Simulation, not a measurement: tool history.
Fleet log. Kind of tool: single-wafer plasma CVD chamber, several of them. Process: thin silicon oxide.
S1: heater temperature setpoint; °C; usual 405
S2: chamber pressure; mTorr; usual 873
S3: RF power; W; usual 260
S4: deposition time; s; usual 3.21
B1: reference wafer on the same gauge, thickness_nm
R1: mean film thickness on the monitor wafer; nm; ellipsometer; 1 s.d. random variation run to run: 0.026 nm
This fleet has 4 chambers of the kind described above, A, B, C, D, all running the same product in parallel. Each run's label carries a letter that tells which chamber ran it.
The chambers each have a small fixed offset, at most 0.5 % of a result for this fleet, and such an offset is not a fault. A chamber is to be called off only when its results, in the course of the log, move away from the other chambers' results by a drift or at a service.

At hour 6.6: chamber A: capacitance manometer re-zeroed and calibrated.
Run 1D, hour 7.5: usual settings; B1 6.3406. Result: R1 6.0233 nm.
Run 2C, hour 15.6: usual settings; B1 6.3432. Result: R1 5.9888 nm.
Run 3B, hour 23.7: usual settings; B1 6.3381. Result: R1 5.9749 nm.
Run 4A, hour 37.9: usual settings; B1 6.3421. Result: R1 5.9783 nm.
Run 5B, hour 47.2: usual settings but S2 753 mTorr, S3 295 W; B1 6.3444. Result: R1 5.519 nm.
Run 6D, hour 55: usual settings but S2 753 mTorr, S3 295 W; B1 6.3429. Result: R1 5.4715 nm.
At hour 57.9: chamber B: capacitance manometer re-zeroed and calibrated.
Run 7C, hour 63.1: usual settings but S2 753 mTorr, S3 295 W; B1 6.3354. Result: R1 5.5709 nm.
Run 8A, hour 77.1: usual settings but S2 753 mTorr, S3 295 W; B1 6.3471. Result: R1 5.5304 nm.
Run 9C, hour 85.3: usual settings; B1 6.3374. Result: R1 5.9829 nm.
Run 10D, hour 95: usual settings; B1 6.3402. Result: R1 5.9691 nm.
Run 11A, hour 104.5: usual settings; B1 6.3329. Result: R1 5.965 nm.
Run 12B, hour 116: usual settings but S3 215 W; B1 6.3336. Result: R1 5.4978 nm.
Run 13B, hour 129.2: usual settings but S3 215 W; B1 6.341. Result: R1 5.4696 nm.
Run 14C, hour 143.4: usual settings but S3 215 W; B1 6.3474. Result: R1 5.5135 nm.
Run 15D, hour 153.6: usual settings but S3 215 W; B1 6.3433. Result: R1 5.4895 nm.
Run 16A, hour 166.5: usual settings; B1 6.3427. Result: R1 6.0233 nm.
Run 17B, hour 182.1: usual settings; B1 6.3368. Result: R1 5.9876 nm.
Run 18C, hour 197: usual settings; B1 6.3369. Result: R1 6.0064 nm.
Run 19D, hour 204: usual settings; B1 6.3413. Result: R1 5.9327 nm.
Run 20A, hour 218.3: usual settings; B1 6.3399. Result: R1 5.995 nm.
Run 21D, hour 225.8: usual settings; B1 6.3386. Result: R1 5.9525 nm.
At hour 233.7: chamber D: capacitance manometer re-zeroed and calibrated.
Run 22A, hour 241.7: usual settings; B1 6.3358. Result: R1 5.9667 nm.
Run 23B, hour 249.6: usual settings; B1 6.3414. Result: R1 5.9364 nm.
Run 24C, hour 263.8: usual settings; B1 6.3408. Result: R1 5.9486 nm.
Run 25C, hour 273.8: usual settings; B1 6.3441. Result: R1 6.0334 nm.
Run 26A, hour 283.6: usual settings; B1 6.3384. Result: R1 5.9838 nm.
Run 27B, hour 295.6: usual settings; B1 6.3304. Result: R1 5.9771 nm.
Run 28D, hour 308.9: usual settings; B1 6.3439. Result: R1 5.713 nm.
Run 29D, hour 319: usual settings; B1 6.3438. Result: R1 5.6889 nm.
Run 30C, hour 328.1: usual settings but S2 983 mTorr, S4 3.57 s; B1 6.3395. Result: R1 7.3743 nm.
Run 31A, hour 342: usual settings but S2 983 mTorr, S4 3.57 s; B1 6.3352. Result: R1 7.3879 nm.
Run 32B, hour 352.4: usual settings but S2 983 mTorr, S4 3.57 s; B1 6.337. Result: R1 7.3318 nm.
Run 33C, hour 365.6: usual settings but S2 983 mTorr, S4 3.57 s; B1 6.335. Result: R1 7.3294 nm.
Run 34A, hour 375.6: usual settings; B1 6.3336. Result: R1 5.9633 nm.
Run 35D, hour 390.1: usual settings; B1 6.3432. Result: R1 5.6823 nm.

Predict what each chamber gives when all 4 of them run the settings below next.
Run 36A, hour 401.5: usual settings but S4 2.65 s. Result: R1 ?.
Run 36B, hour 401.5: usual settings but S4 2.65 s. Result: R1 ?.
Run 36C, hour 401.5: usual settings but S4 2.65 s. Result: R1 ?.
Run 36D, hour 401.5: usual settings but S4 2.65 s. Result: R1 ?.

run      R1
36A  4.9649
36B  4.9559
36C  4.9569
36D  4.7123

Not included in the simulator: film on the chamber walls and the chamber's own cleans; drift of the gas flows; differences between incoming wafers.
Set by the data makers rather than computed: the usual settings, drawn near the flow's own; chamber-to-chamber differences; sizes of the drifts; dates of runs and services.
